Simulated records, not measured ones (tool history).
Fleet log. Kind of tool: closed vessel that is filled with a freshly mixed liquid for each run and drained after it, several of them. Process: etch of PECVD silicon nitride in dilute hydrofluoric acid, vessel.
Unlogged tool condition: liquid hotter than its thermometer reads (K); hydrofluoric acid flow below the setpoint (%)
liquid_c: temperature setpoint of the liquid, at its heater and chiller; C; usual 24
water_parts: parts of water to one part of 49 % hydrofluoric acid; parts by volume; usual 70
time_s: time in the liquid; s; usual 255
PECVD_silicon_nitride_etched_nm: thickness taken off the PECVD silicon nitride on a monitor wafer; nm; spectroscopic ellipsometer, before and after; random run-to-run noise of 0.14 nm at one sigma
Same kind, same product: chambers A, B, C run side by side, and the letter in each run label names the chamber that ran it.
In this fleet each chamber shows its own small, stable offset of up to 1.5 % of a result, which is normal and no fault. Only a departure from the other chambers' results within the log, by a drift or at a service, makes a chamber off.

| run | hour | liquid_c | water_parts | time_s | hours since the thermometer was replaced | hours since the hydrofluoric acid flow meter was replaced | read-back film thickness of the PECVD silicon nitride reference wafer, read on the same gauge (nm) | PECVD_silicon_nitride_etched_nm |
|---|---|---|---|---|---|---|---|---|
| 1C | 7.1 | 24 | 70 | 255 | 453 | 1332.5 | 129.99 | 20.364 |
| 2A | 15.9 | 24 | 70 | 255 | 602.1 | 1056.1 | 129.99 | 20.862 |
| 3B | 26.1 | 24 | 70 | 255 | 1445.2 | 953.4 | 129.99 | 20.327 |
| 4B | 30.6 | 24 | 70 | 255 | 1449.7 | 957.9 | 129.99 | 20.465 |
| 5A | 36.1 | 24 | 70 | 255 | 622.3 | 1076.3 | 130 | 20.791 |
| 6C | 43.8 | 24 | 70 | 255 | 489.7 | 1369.2 | 129.98 | 20.329 |
| 7C | 52.9 | 24 | 70 | 255 | 498.8 | 1378.3 | 130.01 | 20.35 |
| 8B | 58.9 | 24 | 70 | 255 | 1478 | 986.2 | 130 | 20.295 |
| 9A | 65.8 | 24 | 70 | 255 | 652 | 1106 | 130.01 | 20.614 |
| 10B | 74 | 24 | 70 | 255 | 1493.1 | 1001.3 | 130 | 20.257 |
| 11A | 84.3 | 24 | 70 | 255 | 670.5 | 1124.5 | 130 | 20.894 |
| 12C | 88.8 | 24 | 70 | 325 | 534.7 | 1414.2 | 129.99 | 25.778 |
| 13A | 99 | 24 | 70 | 325 | 685.2 | 1139.2 | 129.99 | 26.15 |
| 14C | 108.7 | 24 | 70 | 325 | 554.6 | 1434.1 | 129.99 | 26.187 |
| 15B | 119.1 | 24 | 70 | 255 | 1538.2 | 1046.4 | 130.01 | 20.434 |
| 16B | 128.9 | 24 | 70 | 255 | 1548 | 1056.2 | 130.01 | 20.102 |
| 17C | 138.1 | 24 | 70 | 255 | 584 | 1463.5 | 130 | 20.351 |
| 18A | 145 | 24 | 70 | 255 | 731.2 | 1185.2 | 129.99 | 20.448 |
| 19B | 152.9 | 24 | 70 | 255 | 1572 | 1080.2 | 130 | 20.223 |
| 20A | 157.7 | 24 | 70 | 255 | 743.9 | 1197.9 | 130.01 | 20.258 |
| 21C | 162.4 | 24 | 95 | 255 | 608.3 | 1487.8 | 130 | 14.991 |
| 22C | 171.1 | 24 | 95 | 255 | 617 | 1496.5 | 130.02 | 14.875 |
| 23B | 179 | 24 | 95 | 255 | 1598.1 | 1106.3 | 130 | 15.208 |
| 24A | 186.1 | 24 | 70 | 255 | 772.3 | 1226.3 | 130.01 | 20.006 |
| 25C | 191.2 | 24 | 70 | 255 | 637.1 | 1516.6 | 130.02 | 20.217 |
| 26B | 200.1 | 24 | 70 | 255 | 1619.2 | 1127.4 | 130.01 | 20.125 |
| 27A | 210.3 | 24 | 70 | 365 | 796.5 | 1250.5 | 130 | 28.312 |
| 28A | 219.2 | 24 | 70 | 365 | 805.4 | 1259.4 | 130.01 | 28.021 |
| 29B | 227.6 | 24 | 70 | 365 | 1646.7 | 1154.9 | 130 | 28.821 |
| 30C | 236.1 | 24 | 70 | 255 | 682 | 1561.5 | 130 | 20.221 |
| 31C | 244.5 | 20 | 70 | 345 | 690.4 | 1569.9 | 129.99 | 21.313 |

Is one chamber off against the others, does the gauge drift, or is nothing wrong? If a chamber is off, say which, and what the likeliest cause is.

Chamber A drifts away from the others.
Cause: hydrofluoric acid flow below the setpoint (%) = 7.45.
It could be hard to tell apart here from: liquid colder than its thermometer reads (K).

Below are 4 candidate recipes for chamber A's next run, each the usual settings with a change, their results shown as question marks. Which of them brings A's results back in line with what the other chambers give on the usual settings?
To be in line, a result may differ from the other chambers' mean on the usual settings by at most: PECVD_silicon_nitride_etched_nm 0.47 nm
| 32A-1 | 251.9 | 24 | 70 | 265 |  |  |  | ? |
| 32A-2 | 251.9 | 24 | 70 | 235 |  |  |  | ? |
| 32A-3 | 251.9 | 24 | 70 | 280 |  |  |  | ? |
| 32A-4 | 251.9 | 24 | 70 | 245 |  |  |  | ? |

Usual-settings mean across the other chambers: PECVD_silicon_nitride_etched_nm 20.27 nm
| run | PECVD_silicon_nitride_etched_nm |
|---|---|
| 32A-1 | 20.059 |
| 32A-2 | 17.788 |
| 32A-3 | 21.194 |
| 32A-4 | 18.545 |
It is 32A-1 that realigns the chamber with its peers.

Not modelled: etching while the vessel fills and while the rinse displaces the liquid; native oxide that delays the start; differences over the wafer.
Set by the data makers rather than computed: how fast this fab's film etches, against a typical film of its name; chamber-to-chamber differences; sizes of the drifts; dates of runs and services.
